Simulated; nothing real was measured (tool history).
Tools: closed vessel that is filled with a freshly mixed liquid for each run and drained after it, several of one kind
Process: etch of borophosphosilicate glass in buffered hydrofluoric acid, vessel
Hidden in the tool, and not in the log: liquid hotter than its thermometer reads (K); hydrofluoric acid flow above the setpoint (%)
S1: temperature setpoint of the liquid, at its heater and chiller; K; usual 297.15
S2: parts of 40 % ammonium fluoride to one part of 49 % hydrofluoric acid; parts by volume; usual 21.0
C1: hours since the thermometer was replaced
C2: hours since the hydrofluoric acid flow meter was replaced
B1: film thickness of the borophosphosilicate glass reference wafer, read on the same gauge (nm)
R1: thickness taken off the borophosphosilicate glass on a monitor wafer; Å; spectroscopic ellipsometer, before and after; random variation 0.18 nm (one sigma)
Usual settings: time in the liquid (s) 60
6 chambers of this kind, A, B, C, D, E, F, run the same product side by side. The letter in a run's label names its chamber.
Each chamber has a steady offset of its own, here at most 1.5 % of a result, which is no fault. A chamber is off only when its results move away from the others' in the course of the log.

{"run": "1E", "hour": 13.3, "S1": 297.15, "S2": 21.0, "time in the liquid (s)": 60, "C1": 223.7, "C2": 753.0, "B1": 40.024, "R1": 373.39}
{"run": "2A", "hour": 28.1, "S1": 297.15, "S2": 21.0, "time in the liquid (s)": 60, "C1": 237.9, "C2": 121.0, "B1": 39.98, "R1": 365.33}
{"run": "3F", "hour": 39.5, "S1": 297.15, "S2": 21.0, "time in the liquid (s)": 60, "C1": 540.1, "C2": 827.7, "B1": 40.008, "R1": 366.19}
{"run": "4D", "hour": 47.8, "S1": 297.15, "S2": 21.0, "time in the liquid (s)": 60, "C1": 331.8, "C2": 1027.6, "B1": 39.992, "R1": 369.59}
{"run": "5B", "hour": 57.6, "S1": 297.15, "S2": 21.0, "time in the liquid (s)": 60, "C1": 149.1, "C2": 566.4, "B1": 39.979, "R1": 366.06}
{"run": "6C", "hour": 67.9, "S1": 297.15, "S2": 21.0, "time in the liquid (s)": 60, "C1": 962.2, "C2": 883.1, "B1": 40.001, "R1": 369.24}
{"run": "7C", "hour": 82.4, "S1": 297.15, "S2": 21.0, "time in the liquid (s)": 60, "C1": 976.7, "C2": 897.6, "B1": 40.003, "R1": 366.87}
{"run": "8F", "hour": 89.1, "S1": 297.15, "S2": 21.0, "time in the liquid (s)": 60, "C1": 589.7, "C2": 877.3, "B1": 39.97, "R1": 363.97}
{"run": "9A", "hour": 96.3, "S1": 297.15, "S2": 21.0, "time in the liquid (s)": 60, "C1": 306.1, "C2": 189.2, "B1": 40.001, "R1": 364.31}
{"run": "10D", "hour": 108.0, "S1": 297.15, "S2": 21.0, "time in the liquid (s)": 60, "C1": 392.0, "C2": 1087.8, "B1": 39.967, "R1": 368.09}
{"run": "11E", "hour": 119.7, "S1": 297.15, "S2": 21.0, "time in the liquid (s)": 60, "C1": 330.1, "C2": 859.4, "B1": 40.012, "R1": 373.54}
{"run": "12B", "hour": 133.8, "S1": 297.15, "S2": 21.0, "time in the liquid (s)": 60, "C1": 225.3, "C2": 642.6, "B1": 39.99, "R1": 372.32}
{"run": "13D", "hour": 142.8, "S1": 297.15, "S2": 21.0, "time in the liquid (s)": 60, "C1": 426.8, "C2": 1122.6, "B1": 39.986, "R1": 368.54}
{"run": "14A", "hour": 149.7, "S1": 297.15, "S2": 21.0, "time in the liquid (s)": 60, "C1": 359.5, "C2": 242.6, "B1": 39.981, "R1": 359.81}
{"run": "15C", "hour": 156.3, "S1": 297.15, "S2": 21.0, "time in the liquid (s)": 60, "C1": 1050.6, "C2": 971.5, "B1": 40.008, "R1": 373.97}
{"run": "16F", "hour": 168.9, "S1": 297.15, "S2": 21.0, "time in the liquid (s)": 60, "C1": 669.5, "C2": 957.1, "B1": 39.979, "R1": 361.09}
{"run": "17B", "hour": 177.8, "S1": 297.15, "S2": 21.0, "time in the liquid (s)": 60, "C1": 269.3, "C2": 686.6, "B1": 39.986, "R1": 366.99}
{"run": "18E", "hour": 192.1, "S1": 297.15, "S2": 21.0, "time in the liquid (s)": 60, "C1": 402.5, "C2": 931.8, "B1": 40.015, "R1": 368.01}
{"run": "19B", "hour": 200.0, "S1": 297.15, "S2": 21.0, "time in the liquid (s)": 60, "C1": 291.5, "C2": 708.8, "B1": 40.019, "R1": 367.41}
{"run": "20A", "hour": 212.1, "S1": 297.15, "S2": 21.0, "time in the liquid (s)": 60, "C1": 421.9, "C2": 305.0, "B1": 40.0, "R1": 365.36}
{"run": "21C", "hour": 221.4, "S1": 297.15, "S2": 21.0, "time in the liquid (s)": 60, "C1": 1115.7, "C2": 1036.6, "B1": 40.025, "R1": 373.99}
{"run": "22D", "hour": 234.1, "S1": 293.15, "S2": 21.0, "time in the liquid (s)": 40, "C1": 518.1, "C2": 1213.9, "B1": 40.034, "R1": 197.39}
{"run": "23E", "hour": 243.2, "S1": 293.15, "S2": 21.0, "time in the liquid (s)": 40, "C1": 453.6, "C2": 982.9, "B1": 39.993, "R1": 195.89}
{"run": "24F", "hour": 256.0, "S1": 293.15, "S2": 21.0, "time in the liquid (s)": 40, "C1": 756.6, "C2": 1044.2, "B1": 40.031, "R1": 194.83}
{"run": "25F", "hour": 266.1, "S1": 293.15, "S2": 21.0, "time in the liquid (s)": 40, "C1": 766.7, "C2": 1054.3, "B1": 39.989, "R1": 192.9}
{"run": "26E", "hour": 273.0, "S1": 293.15, "S2": 21.0, "time in the liquid (s)": 40, "C1": 483.4, "C2": 1012.7, "B1": 40.004, "R1": 198.73}
{"run": "27B", "hour": 282.9, "S1": 293.15, "S2": 21.0, "time in the liquid (s)": 40, "C1": 374.4, "C2": 791.7, "B1": 40.017, "R1": 195.52}
{"run": "28C", "hour": 293.0, "S1": 297.15, "S2": 21.0, "time in the liquid (s)": 60, "C1": 1187.3, "C2": 1108.2, "B1": 40.005, "R1": 379.34}
{"run": "29D", "hour": 303.1, "S1": 297.15, "S2": 21.0, "time in the liquid (s)": 60, "C1": 587.1, "C2": 1282.9, "B1": 40.014, "R1": 373.38}
{"run": "30A", "hour": 310.8, "S1": 297.15, "S2": 21.0, "time in the liquid (s)": 60, "C1": 520.6, "C2": 403.7, "B1": 39.978, "R1": 365.48}
{"run": "31D", "hour": 319.9, "S1": 297.15, "S2": 21.0, "time in the liquid (s)": 60, "C1": 603.9, "C2": 1299.7, "B1": 40.006, "R1": 369.76}
{"run": "32C", "hour": 330.8, "S1": 297.15, "S2": 21.0, "time in the liquid (s)": 60, "C1": 1225.1, "C2": 1146.0, "B1": 39.985, "R1": 381.13}
{"run": "33E", "hour": 342.2, "S1": 297.15, "S2": 21.0, "time in the liquid (s)": 60, "C1": 552.6, "C2": 1081.9, "B1": 39.986, "R1": 369.99}
{"run": "34A", "hour": 348.7, "S1": 297.15, "S2": 21.0, "time in the liquid (s)": 60, "C1": 558.5, "C2": 441.6, "B1": 40.012, "R1": 364.49}
{"run": "35F", "hour": 363.3, "S1": 297.15, "S2": 21.0, "time in the liquid (s)": 60, "C1": 863.9, "C2": 1151.5, "B1": 40.016, "R1": 363.04}
{"run": "36B", "hour": 374.7, "S1": 297.15, "S2": 21.0, "time in the liquid (s)": 60, "C1": 466.2, "C2": 883.5, "B1": 39.979, "R1": 366.57}
{"run": "37E", "hour": 387.9, "S1": 292.65, "S2": 15.0, "time in the liquid (s)": 60, "C1": 598.3, "C2": 1127.6, "B1": 39.995, "R1": 394.59}
{"run": "38D", "hour": 400.2, "S1": 292.65, "S2": 15.0, "time in the liquid (s)": 60, "C1": 684.2, "C2": 1380.0, "B1": 40.025, "R1": 393.01}
{"run": "39A", "hour": 412.7, "S1": 292.65, "S2": 15.0, "time in the liquid (s)": 60, "C1": 622.5, "C2": 505.6, "B1": 40.016, "R1": 384.36}
{"run": "40B", "hour": 419.2, "S1": 292.65, "S2": 15.0, "time in the liquid (s)": 60, "C1": 510.7, "C2": 928.0, "B1": 40.03, "R1": 398.4}
{"run": "41F", "hour": 434.0, "S1": 292.65, "S2": 15.0, "time in the liquid (s)": 60, "C1": 934.6, "C2": 1222.2, "B1": 40.009, "R1": 388.93}
{"run": "42C", "hour": 443.8, "S1": 292.65, "S2": 15.0, "time in the liquid (s)": 60, "C1": 1338.1, "C2": 1259.0, "B1": 40.0, "R1": 416.14}

All 6 chambers run these settings next. Forecast each chamber's results:
{"run": "43A", "hour": 454.4, "S1": 297.15, "S2": 12.5, "time in the liquid (s)": 60, "R1": "?"}
{"run": "43B", "hour": 454.4, "S1": 297.15, "S2": 12.5, "time in the liquid (s)": 60, "R1": "?"}
{"run": "43C", "hour": 454.4, "S1": 297.15, "S2": 12.5, "time in the liquid (s)": 60, "R1": "?"}
{"run": "43D", "hour": 454.4, "S1": 297.15, "S2": 12.5, "time in the liquid (s)": 60, "R1": "?"}
{"run": "43E", "hour": 454.4, "S1": 297.15, "S2": 12.5, "time in the liquid (s)": 60, "R1": "?"}
{"run": "43F", "hour": 454.4, "S1": 297.15, "S2": 12.5, "time in the liquid (s)": 60, "R1": "?"}

run=43A R1=592.29
run=43B R1=608.06
run=43C R1=628.44
run=43D R1=601.72
run=43E R1=615.30
run=43F R1=597.95
